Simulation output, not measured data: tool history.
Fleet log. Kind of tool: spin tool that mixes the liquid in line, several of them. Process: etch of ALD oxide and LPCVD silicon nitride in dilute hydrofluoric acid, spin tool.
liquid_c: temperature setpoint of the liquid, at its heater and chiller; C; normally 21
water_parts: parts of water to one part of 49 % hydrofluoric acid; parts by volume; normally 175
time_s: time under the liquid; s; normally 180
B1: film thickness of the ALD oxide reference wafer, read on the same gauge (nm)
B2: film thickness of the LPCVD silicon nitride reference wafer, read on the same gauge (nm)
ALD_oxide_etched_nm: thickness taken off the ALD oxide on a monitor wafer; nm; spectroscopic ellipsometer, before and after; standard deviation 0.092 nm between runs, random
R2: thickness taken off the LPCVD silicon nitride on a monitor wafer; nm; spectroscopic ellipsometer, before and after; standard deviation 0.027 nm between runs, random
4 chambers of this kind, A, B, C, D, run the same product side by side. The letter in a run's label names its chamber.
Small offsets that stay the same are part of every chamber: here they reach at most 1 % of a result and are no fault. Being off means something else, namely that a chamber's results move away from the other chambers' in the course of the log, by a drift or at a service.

run 1B day=0.146 | liquid_c=21 water_parts=175 time_s=180 | B1=60.013 B2=40.009 | ALD_oxide_etched_nm=11.822 R2=0.43199
run 2A day=0.25 | liquid_c=21 water_parts=175 time_s=180 | B1=59.993 B2=39.995 | ALD_oxide_etched_nm=11.929 R2=0.45689
run 3C day=0.375 | liquid_c=21 water_parts=175 time_s=180 | B1=59.99 B2=39.963 | ALD_oxide_etched_nm=12.069 R2=0.45428
run 4D day=0.467 | liquid_c=21 water_parts=175 time_s=180 | B1=59.992 B2=39.981 | ALD_oxide_etched_nm=11.863 R2=0.42411
run 5D day=0.588 | liquid_c=21 water_parts=175 time_s=180 | B1=60.002 B2=40.034 | ALD_oxide_etched_nm=11.654 R2=0.46901
run 6C day=0.754 | liquid_c=21 water_parts=175 time_s=180 | B1=59.991 B2=39.996 | ALD_oxide_etched_nm=12.052 R2=0.48832
run 7B day=0.908 | liquid_c=21 water_parts=175 time_s=180 | B1=60.011 B2=39.999 | ALD_oxide_etched_nm=11.879 R2=0.42198
run 8A day=1.062 | liquid_c=21 water_parts=175 time_s=180 | B1=59.993 B2=39.994 | ALD_oxide_etched_nm=11.839 R2=0.45102
run 9C day=1.188 | liquid_c=21 water_parts=175 time_s=180 | B1=60.001 B2=39.989 | ALD_oxide_etched_nm=12.113 R2=0.41475
run 10A day=1.371 | liquid_c=21 water_parts=175 time_s=180 | B1=60.008 B2=40.026 | ALD_oxide_etched_nm=11.945 R2=0.4452
run 11B day=1.542 | liquid_c=21 water_parts=175 time_s=180 | B1=60.005 B2=39.974 | ALD_oxide_etched_nm=11.972 R2=0.45059
run 12D day=1.638 | liquid_c=25.5 water_parts=175 time_s=180 | B1=59.994 B2=40.016 | ALD_oxide_etched_nm=14.17 R2=0.54053
run 13A day=1.742 | liquid_c=25.5 water_parts=175 time_s=180 | B1=60.003 B2=40.013 | ALD_oxide_etched_nm=14.128 R2=0.61325
run 14D day=1.942 | liquid_c=25.5 water_parts=175 time_s=180 | B1=60.002 B2=39.985 | ALD_oxide_etched_nm=14.086 R2=0.59856
run 15B day=2.079 | liquid_c=25.5 water_parts=175 time_s=180 | B1=60.014 B2=39.996 | ALD_oxide_etched_nm=14.636 R2=0.58051
run 16C day=2.238 | liquid_c=21 water_parts=175 time_s=180 | B1=59.993 B2=39.989 | ALD_oxide_etched_nm=12.121 R2=0.42088
run 17A day=2.362 | liquid_c=21 water_parts=175 time_s=180 | B1=60.027 B2=39.978 | ALD_oxide_etched_nm=11.93 R2=0.46426
run 18C day=2.562 | liquid_c=21 water_parts=175 time_s=180 | B1=59.999 B2=40.01 | ALD_oxide_etched_nm=12.159 R2=0.47135
run 19D day=2.688 | liquid_c=21 water_parts=175 time_s=180 | B1=60.003 B2=40.009 | ALD_oxide_etched_nm=11.938 R2=0.43816
run 20B day=2.817 | liquid_c=21 water_parts=175 time_s=180 | B1=60 B2=40.006 | ALD_oxide_etched_nm=12.091 R2=0.42406
run 21D day=3.017 | liquid_c=21 water_parts=175 time_s=180 | B1=59.997 B2=40.02 | ALD_oxide_etched_nm=11.936 R2=0.41216
run 22C day=3.146 | liquid_c=21 water_parts=175 time_s=180 | B1=60.01 B2=39.984 | ALD_oxide_etched_nm=11.951 R2=0.39599
run 23B day=3.279 | liquid_c=25.5 water_parts=175 time_s=265 | B1=59.982 B2=39.967 | ALD_oxide_etched_nm=21.705 R2=0.89908
run 24A day=3.396 | liquid_c=25.5 water_parts=175 time_s=265 | B1=59.99 B2=40.003 | ALD_oxide_etched_nm=20.67 R2=0.854
run 25D day=3.533 | liquid_c=25.5 water_parts=175 time_s=265 | B1=60.008 B2=40.016 | ALD_oxide_etched_nm=20.952 R2=0.81909
run 26A day=3.654 | liquid_c=25.5 water_parts=175 time_s=265 | B1=60.027 B2=39.982 | ALD_oxide_etched_nm=20.722 R2=0.81425
run 27B day=3.833 | liquid_c=21 water_parts=175 time_s=180 | B1=59.991 B2=40.001 | ALD_oxide_etched_nm=12.471 R2=0.46469
run 28C day=4.012 | liquid_c=21 water_parts=175 time_s=180 | B1=59.997 B2=40.01 | ALD_oxide_etched_nm=11.957 R2=0.47385
run 29B day=4.138 | liquid_c=21 water_parts=175 time_s=180 | B1=60.002 B2=39.981 | ALD_oxide_etched_nm=12.647 R2=0.47921

Next, every chamber runs the same settings. What will each give?
run 30A day=4.279 | liquid_c=25.5 water_parts=175 time_s=180 | ALD_oxide_etched_nm=? R2=?
run 30B day=4.279 | liquid_c=25.5 water_parts=175 time_s=180 | ALD_oxide_etched_nm=? R2=?
run 30C day=4.279 | liquid_c=25.5 water_parts=175 time_s=180 | ALD_oxide_etched_nm=? R2=?
run 30D day=4.279 | liquid_c=25.5 water_parts=175 time_s=180 | ALD_oxide_etched_nm=? R2=?

run=30A ALD_oxide_etched_nm=14.133 R2=0.53394
run=30B ALD_oxide_etched_nm=15.038 R2=0.66489
run=30C ALD_oxide_etched_nm=14.082 R2=0.56697
run=30D ALD_oxide_etched_nm=14.047 R2=0.59465
